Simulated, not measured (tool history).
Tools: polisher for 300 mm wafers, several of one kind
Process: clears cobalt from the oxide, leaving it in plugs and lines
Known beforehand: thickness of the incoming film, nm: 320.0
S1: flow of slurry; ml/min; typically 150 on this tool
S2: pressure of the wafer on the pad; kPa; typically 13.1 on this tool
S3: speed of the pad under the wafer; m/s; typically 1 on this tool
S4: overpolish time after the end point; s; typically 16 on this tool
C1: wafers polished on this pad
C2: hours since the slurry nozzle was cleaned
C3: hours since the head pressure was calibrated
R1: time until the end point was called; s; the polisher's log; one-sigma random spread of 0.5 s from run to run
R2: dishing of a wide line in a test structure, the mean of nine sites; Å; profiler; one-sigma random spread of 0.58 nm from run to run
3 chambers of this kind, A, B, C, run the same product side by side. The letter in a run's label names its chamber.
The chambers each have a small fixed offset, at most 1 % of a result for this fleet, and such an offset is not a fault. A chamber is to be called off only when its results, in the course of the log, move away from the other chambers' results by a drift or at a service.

run	hour	S1	S2	S3	S4	C1	C2	C3	R1	R2
1A	7.3	150	13.1	1	16	618	26.4	731.8	61.508	477.4
# hour 11.3: chamber C: worn pad replaced by a new one
2B	14.7	150	13.1	1	16	726	427.2	91.5	62.091	482.27
# hour 16.9: chamber A: worn pad replaced by a new one
3C	19.8	150	13.1	1	16	108	230.7	1083	61.459	491.79
4C	24.3	150	13.1	1	16	165	235.2	1087.5	60.919	482.98
5B	29.2	150	13.1	1	16	910	441.7	106	62.575	486.77
6A	34.5	150	13.1	1	16	224	53.6	759	61.95	481.74
7C	40.8	150	13.1	1	16	374	251.7	1104	61.124	485.51
8B	45.9	150	13.1	1	16	1121	458.4	122.7	61.514	494.87
9A	51.2	150	13.1	1	16	435	70.3	775.7	61.502	486.4
# hour 55.3: chamber B: worn pad replaced by a new one
10C	57	150	13.1	1	16	580	267.9	1120.2	61.912	491.05
11A	62.1	150	13.1	1	16	573	81.2	786.6	61.235	480.35
# hour 70.6: chamber C: worn pad replaced by a new one
12B	70.8	150	13.1	1	16	197	483.3	147.6	61.212	477.81
# hour 70.9: chamber A: worn pad replaced by a new one
13A	75.5	150	13.1	1	16	58	94.6	800	61.199	482.99
14B	81	150	10.3	1	16	326	493.5	157.8	78.322	421.61
15C	90.1	150	10.3	1	16	247	301	1153.3	77.784	424.33
16A	96.9	150	10.3	1	16	330	116	821.4	75.791	426.25
17B	104.3	150	13.1	1	16	622	516.8	181.1	62.629	482.73
18C	109.3	150	13.1	1	16	491	320.2	1172.5	61.558	480.04
19B	114.5	150	16.5	1	16	751	527	191.3	49.98	548.8
20A	121.8	150	16.5	1	16	645	140.9	846.3	48.663	530.26
# hour 126.2: chamber A: worn pad replaced by a new one
# hour 129.1: chamber C: worn pad replaced by a new one
21C	130.6	150	16.5	1	16	19	341.5	1193.8	48.861	543.31
22B	135.6	170	9	1	16	1018	548.1	212.4	92.407	385.09
23C	142.9	170	9	1	16	175	353.8	1206.1	86.57	396.75
24A	148.3	170	9	1	16	280	167.4	872.8	86.642	402.35
25B	156	150	13.1	1	16	1277	568.5	232.8	62.404	483.79
26A	162.8	150	13.1	1	16	463	181.9	887.3	62.457	486.75
# hour 163.2: chamber B: worn pad replaced by a new one
27C	172.2	150	13.1	1	16	546	383.1	1235.4	62.057	483.81
28B	180.6	150	13.1	1	16	220	593.1	257.4	65.044	478.42
# hour 186.1: chamber A: worn pad replaced by a new one
# hour 187.7: chamber C: worn pad replaced by a new one
29A	187.9	150	13.1	1	16	23	207	912.4	62.462	481.91
30C	196	150	13.1	1	16	105	406.9	1259.2	62.102	497.63
31A	203.1	150	13.1	1	16	216	222.2	927.6	61.423	482.28
32C	208.9	150	13.1	1	16	269	419.8	1272.1	61.981	477.96

Each of the 3 chambers runs these same settings next. Fill in every chamber's results:
33A	215.9	150	13.1	1	16				?	?
33B	215.9	150	13.1	1	16				?	?
33C	215.9	150	13.1	1	16				?	?

run	R1	R2
33A	61.258	480.36
33B	66.075	468.09
33C	61.006	495.67
